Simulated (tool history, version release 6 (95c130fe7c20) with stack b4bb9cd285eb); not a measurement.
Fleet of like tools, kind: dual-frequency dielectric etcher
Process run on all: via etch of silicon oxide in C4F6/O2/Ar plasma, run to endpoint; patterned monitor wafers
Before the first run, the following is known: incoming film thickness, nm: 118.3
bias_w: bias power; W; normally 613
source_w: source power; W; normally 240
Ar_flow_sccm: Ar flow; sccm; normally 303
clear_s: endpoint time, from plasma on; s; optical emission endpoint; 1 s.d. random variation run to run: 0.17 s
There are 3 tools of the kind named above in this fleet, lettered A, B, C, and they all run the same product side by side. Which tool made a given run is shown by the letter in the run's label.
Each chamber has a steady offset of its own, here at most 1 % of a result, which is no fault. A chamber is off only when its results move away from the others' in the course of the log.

| run | hour | bias_w | source_w | Ar_flow_sccm | hours since the last wet clean | hours since the last bias power generator calibration | hours since the last source power generator calibration | hours since the last Ar flow controller change | clear_s |
|---|---|---|---|---|---|---|---|---|---|
| 1C | 3.6 | 613 | 240 | 303 | 134 | 1965.5 | 801.5 | 1049.7 | 28.87 |
| 2A | 9.8 | 613 | 240 | 303 | 58.4 | 1540.2 | 1151.9 | 1232.9 | 29.241 |
| 3B | 16.5 | 613 | 240 | 303 | 448.4 | 379.8 | 2167.7 | 683.5 | 29.27 |
| 4B | 23 | 613 | 240 | 303 | 454.9 | 386.3 | 2174.2 | 690 | 28.983 |
| 5A | 26.2 | 613 | 240 | 303 | 74.8 | 1556.6 | 1168.3 | 1249.3 | 29.191 |
| 6C | 31.7 | 668 | 190 | 303 | 162.1 | 1993.6 | 829.6 | 1077.8 | 30.17 |
| 7B | 38.1 | 668 | 190 | 303 | 470 | 401.4 | 2189.3 | 705.1 | 30.341 |
| 8C | 43.2 | 668 | 190 | 303 | 173.6 | 2005.1 | 841.1 | 1089.3 | 30.425 |
| 9A | 48.7 | 613 | 240 | 303 | 97.3 | 1579.1 | 1190.8 | 1271.8 | 29.08 |
| 10A | 55.4 | 613 | 240 | 303 | 104 | 1585.8 | 1197.5 | 1278.5 | 28.79 |
| 11B | 60.3 | 613 | 240 | 303 | 492.2 | 423.6 | 2211.5 | 727.3 | 29.104 |
| 12C | 63.9 | 554 | 190 | 303 | 194.3 | 2025.8 | 861.8 | 1110 | 32.786 |
| 13B | 70.1 | 554 | 190 | 303 | 502 | 433.4 | 2221.3 | 737.1 | 32.941 |
| 14A | 73.3 | 554 | 190 | 303 | 121.9 | 1603.7 | 1215.4 | 1296.4 | 32.994 |
| 15C | 80 | 613 | 240 | 303 | 210.4 | 2041.9 | 877.9 | 1126.1 | 29.034 |
| 16B | 86.1 | 613 | 240 | 303 | 518 | 449.4 | 2237.3 | 753.1 | 29.044 |
| 17A | 90.6 | 613 | 240 | 303 | 139.2 | 1621 | 1232.7 | 1313.7 | 28.698 |
| 18C | 95.5 | 613 | 240 | 303 | 225.9 | 2057.4 | 893.4 | 1141.6 | 29.642 |
| 19C | 101.4 | 613 | 240 | 303 | 231.8 | 2063.3 | 899.3 | 1147.5 | 29.496 |
| 20B | 105.8 | 613 | 240 | 303 | 537.7 | 469.1 | 2257 | 772.8 | 28.759 |
| 21A | 110 | 613 | 240 | 303 | 158.6 | 1640.4 | 1252.1 | 1333.1 | 28.998 |
| 22B | 113.6 | 722 | 280 | 303 | 545.5 | 476.9 | 2264.8 | 780.6 | 25.503 |
| 23A | 119.6 | 722 | 280 | 303 | 168.2 | 1650 | 1261.7 | 1342.7 | 25.714 |
| 24C | 125.2 | 722 | 280 | 303 | 255.6 | 2087.1 | 923.1 | 1171.3 | 26.3 |
| 25C | 130.8 | 613 | 240 | 303 | 261.2 | 2092.7 | 928.7 | 1176.9 | 30.037 |
| 26A | 135.4 | 754 | 240 | 350 | 184 | 1665.8 | 1277.5 | 1358.5 | 26.997 |
| 27B | 141.4 | 754 | 240 | 350 | 573.3 | 504.7 | 2292.6 | 808.4 | 27.3 |
| 28B | 146.4 | 754 | 240 | 350 | 578.3 | 509.7 | 2297.6 | 813.4 | 27.193 |
| 29C | 151.7 | 613 | 240 | 303 | 282.1 | 2113.6 | 949.6 | 1197.8 | 30.199 |
| 30A | 157 | 613 | 240 | 303 | 205.6 | 1687.4 | 1299.1 | 1380.1 | 28.79 |
| 31A | 162.7 | 613 | 260 | 363 | 211.3 | 1693.1 | 1304.8 | 1385.8 | 28.638 |
| 32B | 165.8 | 613 | 260 | 363 | 597.7 | 529.1 | 2317 | 832.8 | 28.914 |

All 3 chambers run these settings next. Forecast each chamber's results:
| 33A | 171 | 613 | 180 | 303 |  |  |  |  | ? |
| 33B | 171 | 613 | 180 | 303 |  |  |  |  | ? |
| 33C | 171 | 613 | 180 | 303 |  |  |  |  | ? |

| run | clear_s |
|---|---|
| 33A | 32.079 |
| 33B | 32.257 |
| 33C | 33.486 |

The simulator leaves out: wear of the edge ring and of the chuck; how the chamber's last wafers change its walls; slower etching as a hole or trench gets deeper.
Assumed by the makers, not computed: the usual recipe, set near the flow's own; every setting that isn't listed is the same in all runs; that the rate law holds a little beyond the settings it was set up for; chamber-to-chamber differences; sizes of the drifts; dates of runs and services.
